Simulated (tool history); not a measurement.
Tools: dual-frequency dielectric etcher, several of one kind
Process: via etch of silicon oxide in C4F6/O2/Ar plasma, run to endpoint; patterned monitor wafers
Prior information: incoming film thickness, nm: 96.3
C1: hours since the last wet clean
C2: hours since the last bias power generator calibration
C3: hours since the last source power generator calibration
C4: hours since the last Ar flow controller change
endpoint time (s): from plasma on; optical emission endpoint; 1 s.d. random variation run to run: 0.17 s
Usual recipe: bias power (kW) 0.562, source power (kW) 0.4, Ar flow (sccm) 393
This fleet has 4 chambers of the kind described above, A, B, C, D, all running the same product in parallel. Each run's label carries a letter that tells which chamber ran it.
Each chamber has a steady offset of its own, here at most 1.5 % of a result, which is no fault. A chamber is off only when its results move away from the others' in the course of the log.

run 1B day=0.271 | bias_power_(kW)=0.562 source_power_(kW)=0.4 Ar_flow_(sccm)=393 | C1=580.8 C2=1466.9 C3=3237.8 C4=183.2 | endpoint_time_(s)=20.913
run 2D day=0.462 | bias_power_(kW)=0.562 source_power_(kW)=0.4 Ar_flow_(sccm)=393 | C1=328 C2=275.4 C3=629.9 C4=5287.3 | endpoint_time_(s)=20.502
run 3A day=0.662 | bias_power_(kW)=0.562 source_power_(kW)=0.4 Ar_flow_(sccm)=393 | C1=33 C2=4154 C3=1233.7 C4=218.4 | endpoint_time_(s)=20.81
run 4C day=0.871 | bias_power_(kW)=0.562 source_power_(kW)=0.4 Ar_flow_(sccm)=393 | C1=349.6 C2=2573 C3=1359.6 C4=1397.8 | endpoint_time_(s)=21.164
run 5D day=1.075 | bias_power_(kW)=0.562 source_power_(kW)=0.4 Ar_flow_(sccm)=343 | C1=342.7 C2=290.1 C3=644.6 C4=5302 | endpoint_time_(s)=20.551
-- day=1.112 chamber B: wet clean of the chamber
-- day=1.121 chamber C: bias power generator calibrated
run 6B day=1.308 | bias_power_(kW)=0.562 source_power_(kW)=0.4 Ar_flow_(sccm)=343 | C1=4.7 C2=1491.8 C3=3262.7 C4=208.1 | endpoint_time_(s)=20.481
run 7C day=1.454 | bias_power_(kW)=0.562 source_power_(kW)=0.4 Ar_flow_(sccm)=343 | C1=363.6 C2=8 C3=1373.6 C4=1411.8 | endpoint_time_(s)=20.676
run 8A day=1.633 | bias_power_(kW)=0.562 source_power_(kW)=0.4 Ar_flow_(sccm)=343 | C1=56.3 C2=4177.3 C3=1257 C4=241.7 | endpoint_time_(s)=20.576
run 9B day=1.762 | bias_power_(kW)=0.562 source_power_(kW)=0.4 Ar_flow_(sccm)=393 | C1=15.6 C2=1502.7 C3=3273.6 C4=219 | endpoint_time_(s)=20.582
run 10A day=1.904 | bias_power_(kW)=0.562 source_power_(kW)=0.4 Ar_flow_(sccm)=393 | C1=62.8 C2=4183.8 C3=1263.5 C4=248.2 | endpoint_time_(s)=21.243
run 11C day=2.104 | bias_power_(kW)=0.562 source_power_(kW)=0.4 Ar_flow_(sccm)=393 | C1=379.2 C2=23.6 C3=1389.2 C4=1427.4 | endpoint_time_(s)=21.287
run 12D day=2.362 | bias_power_(kW)=0.562 source_power_(kW)=0.4 Ar_flow_(sccm)=393 | C1=373.6 C2=321 C3=675.5 C4=5332.9 | endpoint_time_(s)=20.496
run 13B day=2.538 | bias_power_(kW)=0.562 source_power_(kW)=0.4 Ar_flow_(sccm)=393 | C1=34.2 C2=1521.3 C3=3292.2 C4=237.6 | endpoint_time_(s)=20.824
run 14D day=2.792 | bias_power_(kW)=0.562 source_power_(kW)=0.4 Ar_flow_(sccm)=393 | C1=383.9 C2=331.3 C3=685.8 C4=5343.2 | endpoint_time_(s)=20.901
run 15A day=2.925 | bias_power_(kW)=0.562 source_power_(kW)=0.4 Ar_flow_(sccm)=393 | C1=87.3 C2=4208.3 C3=1288 C4=272.7 | endpoint_time_(s)=21.234
run 16C day=3.083 | bias_power_(kW)=0.647 source_power_(kW)=0.4 Ar_flow_(sccm)=393 | C1=402.7 C2=47.1 C3=1412.7 C4=1450.9 | endpoint_time_(s)=19.822
run 17D day=3.308 | bias_power_(kW)=0.647 source_power_(kW)=0.4 Ar_flow_(sccm)=393 | C1=396.3 C2=343.7 C3=698.2 C4=5355.6 | endpoint_time_(s)=19.793
run 18A day=3.467 | bias_power_(kW)=0.647 source_power_(kW)=0.4 Ar_flow_(sccm)=393 | C1=100.3 C2=4221.3 C3=1301 C4=285.7 | endpoint_time_(s)=19.811
run 19B day=3.6 | bias_power_(kW)=0.647 source_power_(kW)=0.4 Ar_flow_(sccm)=393 | C1=59.7 C2=1546.8 C3=3317.7 C4=263.1 | endpoint_time_(s)=19.365
run 20C day=3.788 | bias_power_(kW)=0.562 source_power_(kW)=0.4 Ar_flow_(sccm)=393 | C1=419.6 C2=64 C3=1429.6 C4=1467.8 | endpoint_time_(s)=20.818
run 21A day=3.946 | bias_power_(kW)=0.562 source_power_(kW)=0.4 Ar_flow_(sccm)=393 | C1=111.8 C2=4232.8 C3=1312.5 C4=297.2 | endpoint_time_(s)=20.975
run 22B day=4.233 | bias_power_(kW)=0.562 source_power_(kW)=0.4 Ar_flow_(sccm)=393 | C1=74.9 C2=1562 C3=3332.9 C4=278.3 | endpoint_time_(s)=20.936
run 23C day=4.412 | bias_power_(kW)=0.562 source_power_(kW)=0.4 Ar_flow_(sccm)=393 | C1=434.6 C2=79 C3=1444.6 C4=1482.8 | endpoint_time_(s)=20.936
run 24D day=4.646 | bias_power_(kW)=0.562 source_power_(kW)=0.4 Ar_flow_(sccm)=393 | C1=428.4 C2=375.8 C3=730.3 C4=5387.7 | endpoint_time_(s)=20.906
run 25A day=4.838 | bias_power_(kW)=0.562 source_power_(kW)=0.4 Ar_flow_(sccm)=393 | C1=133.2 C2=4254.2 C3=1333.9 C4=318.6 | endpoint_time_(s)=21.453
run 26C day=5.121 | bias_power_(kW)=0.562 source_power_(kW)=0.4 Ar_flow_(sccm)=393 | C1=451.6 C2=96 C3=1461.6 C4=1499.8 | endpoint_time_(s)=21.006
run 27D day=5.379 | bias_power_(kW)=0.562 source_power_(kW)=0.4 Ar_flow_(sccm)=393 | C1=446 C2=393.4 C3=747.9 C4=5405.3 | endpoint_time_(s)=20.837
-- day=5.454 chamber D: wet clean of the chamber
run 28B day=5.538 | bias_power_(kW)=0.562 source_power_(kW)=0.4 Ar_flow_(sccm)=393 | C1=106.2 C2=1593.3 C3=3364.2 C4=309.6 | endpoint_time_(s)=20.678
run 29C day=5.792 | bias_power_(kW)=0.562 source_power_(kW)=0.4 Ar_flow_(sccm)=393 | C1=467.7 C2=112.1 C3=1477.7 C4=1515.9 | endpoint_time_(s)=21.086
run 30B day=5.983 | bias_power_(kW)=0.562 source_power_(kW)=0.4 Ar_flow_(sccm)=393 | C1=116.9 C2=1604 C3=3374.9 C4=320.3 | endpoint_time_(s)=20.78
run 31A day=6.25 | bias_power_(kW)=0.562 source_power_(kW)=0.4 Ar_flow_(sccm)=393 | C1=167.1 C2=4288.1 C3=1367.8 C4=352.5 | endpoint_time_(s)=21.057
run 32D day=6.442 | bias_power_(kW)=0.562 source_power_(kW)=0.4 Ar_flow_(sccm)=393 | C1=23.8 C2=418.9 C3=773.4 C4=5430.8 | endpoint_time_(s)=20.696
run 33A day=6.721 | bias_power_(kW)=0.562 source_power_(kW)=0.4 Ar_flow_(sccm)=393 | C1=178.4 C2=4299.4 C3=1379.1 C4=363.8 | endpoint_time_(s)=20.874
run 34C day=6.975 | bias_power_(kW)=0.562 source_power_(kW)=0.4 Ar_flow_(sccm)=393 | C1=496.1 C2=140.5 C3=1506.1 C4=1544.3 | endpoint_time_(s)=21.076
run 35D day=7.188 | bias_power_(kW)=0.562 source_power_(kW)=0.4 Ar_flow_(sccm)=393 | C1=41.7 C2=436.8 C3=791.3 C4=5448.7 | endpoint_time_(s)=20.742
run 36B day=7.408 | bias_power_(kW)=0.562 source_power_(kW)=0.4 Ar_flow_(sccm)=393 | C1=151.1 C2=1638.2 C3=3409.1 C4=354.5 | endpoint_time_(s)=20.817
run 37C day=7.679 | bias_power_(kW)=0.505 source_power_(kW)=0.3 Ar_flow_(sccm)=393 | C1=513 C2=157.4 C3=1523 C4=1561.2 | endpoint_time_(s)=24.217
run 38A day=7.85 | bias_power_(kW)=0.505 source_power_(kW)=0.3 Ar_flow_(sccm)=393 | C1=205.5 C2=4326.5 C3=1406.2 C4=390.9 | endpoint_time_(s)=24.304
run 39D day=8.071 | bias_power_(kW)=0.505 source_power_(kW)=0.3 Ar_flow_(sccm)=393 | C1=62.9 C2=458 C3=812.5 C4=5469.9 | endpoint_time_(s)=23.924
run 40B day=8.283 | bias_power_(kW)=0.505 source_power_(kW)=0.3 Ar_flow_(sccm)=393 | C1=172.1 C2=1659.2 C3=3430.1 C4=375.5 | endpoint_time_(s)=24.072
run 41A day=8.471 | bias_power_(kW)=0.562 source_power_(kW)=0.4 Ar_flow_(sccm)=393 | C1=220.4 C2=4341.4 C3=1421.1 C4=405.8 | endpoint_time_(s)=20.973
run 42C day=8.642 | bias_power_(kW)=0.562 source_power_(kW)=0.4 Ar_flow_(sccm)=393 | C1=536.1 C2=180.5 C3=1546.1 C4=1584.3 | endpoint_time_(s)=21.061
run 43B day=8.875 | bias_power_(kW)=0.562 source_power_(kW)=0.44 Ar_flow_(sccm)=476 | C1=186.3 C2=1673.4 C3=3444.3 C4=389.7 | endpoint_time_(s)=20.382
run 44D day=9.15 | bias_power_(kW)=0.562 source_power_(kW)=0.44 Ar_flow_(sccm)=476 | C1=88.8 C2=483.9 C3=838.4 C4=5495.8 | endpoint_time_(s)=20.624

Is one chamber out of step, is the gauge drifting, or do the chambers differ by no more than their own small offsets? For an off chamber, give its letter and the likeliest cause.

All chambers stay in line apart from their small fixed offsets, and the gauge does not drift.
